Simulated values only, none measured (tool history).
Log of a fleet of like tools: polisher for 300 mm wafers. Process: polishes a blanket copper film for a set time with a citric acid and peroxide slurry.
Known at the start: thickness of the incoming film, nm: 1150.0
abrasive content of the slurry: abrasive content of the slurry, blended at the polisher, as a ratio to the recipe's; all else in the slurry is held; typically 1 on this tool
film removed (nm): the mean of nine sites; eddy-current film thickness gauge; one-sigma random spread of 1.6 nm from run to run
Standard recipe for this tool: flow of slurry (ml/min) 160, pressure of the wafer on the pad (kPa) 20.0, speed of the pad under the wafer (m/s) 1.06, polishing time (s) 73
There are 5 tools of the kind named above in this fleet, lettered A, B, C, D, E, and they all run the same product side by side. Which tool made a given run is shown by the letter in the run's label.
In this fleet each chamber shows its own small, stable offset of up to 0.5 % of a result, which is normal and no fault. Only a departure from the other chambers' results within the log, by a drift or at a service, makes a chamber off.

run,hour,flow of slurry (ml/min),pressure of the wafer on the pad (kPa),speed of the pad under the wafer (m/s),abrasive content of the slurry,polishing time (s),wafers polished on this pad,hours since the slurry nozzle was cleaned,hours since the head pressure was calibrated,hours since the slurry blender was calibrated,film removed (nm)
# hour 1.9: chamber D: worn pad replaced by a new one
1A,10.4,160,20.0,1.06,1,73,190,239.8,371.0,401.3,176.26
# hour 12.0: chamber A: slurry blender recalibrated
2D,21.0,160,20.0,1.06,1,73,143,530.2,95.6,168.4,180.31
3B,28.4,160,20.0,1.06,1,73,273,91.8,256.9,43.1,178.62
4E,37.0,160,20.0,1.06,1,73,877,234.2,369.8,239.0,181.33
# hour 41.8: chamber E: worn pad replaced by a new one
5C,47.6,160,20.0,1.06,1,73,956,445.9,811.3,126.6,181.92
6D,59.2,160,20.0,1.06,1,73,429,568.4,133.8,206.6,177.74
# hour 61.8: chamber A: slurry nozzle cleaned
7B,74.4,160,20.0,1.06,1,73,618,137.8,302.9,89.1,181.27
# hour 83.5: chamber C: slurry nozzle cleaned
# hour 84.8: chamber B: slurry blender recalibrated
8C,89.9,160,20.0,1.06,1,73,1273,6.5,853.6,168.9,180.54
# hour 94.9: chamber B: worn pad replaced by a new one
9E,97.3,160,20.0,1.06,1,73,416,294.5,430.1,299.3,182.04
# hour 98.4: chamber A: worn pad replaced by a new one
# hour 106.0: chamber C: worn pad replaced by a new one
10A,107.1,160,20.0,1.06,1,73,65,45.3,467.7,95.2,180.70
11D,115.1,160,20.0,1.06,1,73,848,624.3,189.7,262.5,178.03
12A,130.0,160,20.0,1.06,1,73,237,68.2,490.6,118.1,178.96
13E,144.7,160,20.0,1.06,1,73,771,341.9,477.5,346.7,180.39
14C,153.9,160,20.0,1.06,1,73,359,70.5,917.6,232.9,180.77
15B,161.1,160,20.0,1.06,1,73,496,224.5,389.6,76.4,180.23
# hour 165.7: chamber E: worn pad replaced by a new one
# hour 170.1: chamber D: worn pad replaced by a new one
16C,174.2,160,20.0,1.06,1,73,511,90.8,937.9,253.2,180.34
17B,188.0,160,20.0,1.06,1,73,698,251.4,416.5,103.3,178.59
# hour 188.9: chamber B: worn pad replaced by a new one
# hour 196.8: chamber B: slurry blender recalibrated
18A,198.5,160,20.0,1.06,1,73,750,136.7,559.1,186.6,179.13
# hour 200.7: chamber E: slurry blender recalibrated
# hour 213.5: chamber A: worn pad replaced by a new one
19D,213.6,160,20.0,1.06,1,73,326,722.8,288.2,361.0,178.61
# hour 214.0: chamber B: head pressure recalibrated
# hour 218.3: chamber B: slurry nozzle cleaned
20E,225.6,160,20.0,1.06,1,73,449,422.8,558.4,25.0,180.88
21E,235.0,160,20.0,1.06,1,73,519,432.2,567.8,34.4,179.73
# hour 244.5: chamber C: head pressure recalibrated
# hour 247.7: chamber D: slurry nozzle cleaned
22A,248.7,160,20.0,1.06,1,73,264,186.9,609.3,236.8,178.59
23D,260.3,160,20.0,1.06,1,73,676,12.6,334.9,407.7,175.00
# hour 267.5: chamber C: slurry blender recalibrated
24C,272.2,160,20.0,1.06,1,73,1246,188.8,27.8,4.7,182.77
25B,280.2,160,20.0,1.06,1,73,684,61.9,66.2,83.5,177.84
# hour 281.9: chamber B: worn pad replaced by a new one
# hour 290.8: chamber C: worn pad replaced by a new one
26E,294.0,160,20.0,1.18,1,73,961,491.2,626.8,93.4,199.20
# hour 302.7: chamber D: worn pad replaced by a new one
27B,305.4,160,20.0,1.18,1,73,176,87.1,91.4,108.7,197.89
# hour 307.5: chamber A: worn pad replaced by a new one
# hour 308.0: chamber E: worn pad replaced by a new one
28A,314.3,160,20.0,1.18,1,73,51,252.5,674.9,302.4,199.66
# hour 314.7: chamber B: slurry blender recalibrated
29C,327.9,160,20.0,1.18,1,73,278,244.5,83.5,60.4,199.70
30D,340.3,160,20.0,1.18,1,73,282,92.6,414.9,487.7,189.62
31B,351.0,160,20.0,1.06,1,73,518,132.7,137.0,36.3,177.08
32D,361.5,160,20.0,1.06,1,73,441,113.8,436.1,508.9,167.69
# hour 372.6: chamber D: head pressure recalibrated
33E,374.1,160,20.0,1.06,1,73,495,571.3,706.9,173.5,180.40
# hour 385.3: chamber B: worn pad replaced by a new one
34A,389.1,160,20.0,1.06,1,73,611,327.3,749.7,377.2,178.20
35C,402.6,160,20.0,1.06,1,73,837,319.2,158.2,135.1,181.53
# hour 416.2: chamber B: slurry blender recalibrated
36B,417.8,160,20.0,1.06,1,73,243,199.5,203.8,1.6,180.66
37E,425.2,160,20.0,1.06,1,73,878,622.4,758.0,224.6,179.31
38C,436.6,160,20.0,1.06,1,73,1092,353.2,192.2,169.1,181.36
39D,447.6,160,20.0,1.06,1,73,1086,199.9,75.1,595.0,162.37

Read the log: is a single chamber off, either drifting away or since a service, is the gauge that measures every chamber drifting, or is nothing wrong beyond small per-chamber offsets? Name any odd chamber and what most likely caused it.

Little by little, chamber D moves away from the other chambers.
Cause: abrasive missing from the slurry, % = 32.

Here are 4 candidates for chamber D's next run, each the usual settings with a change, their results left as question marks. Which one brings its results back in line with what the others give on the usual settings?
To be in line, a result may differ from the other chambers' mean on the usual settings by at most: film removed (nm) 5.50
40D-1,459.0,155,20.0,1.06,1,64,,,,,?
40D-2,459.0,160,21.4,1.14,1,73,,,,,?
40D-3,459.0,160,20.7,1.06,1,76,,,,,?
40D-4,459.0,110,20.0,1.06,1,73,,,,,?

What the other chambers average on the usual settings: film removed (nm) 179.17
run,film removed (nm)
40D-1,144.08
40D-2,189.14
40D-3,177.74
40D-4,153.20
It is 40D-3 that realigns the chamber with its peers.

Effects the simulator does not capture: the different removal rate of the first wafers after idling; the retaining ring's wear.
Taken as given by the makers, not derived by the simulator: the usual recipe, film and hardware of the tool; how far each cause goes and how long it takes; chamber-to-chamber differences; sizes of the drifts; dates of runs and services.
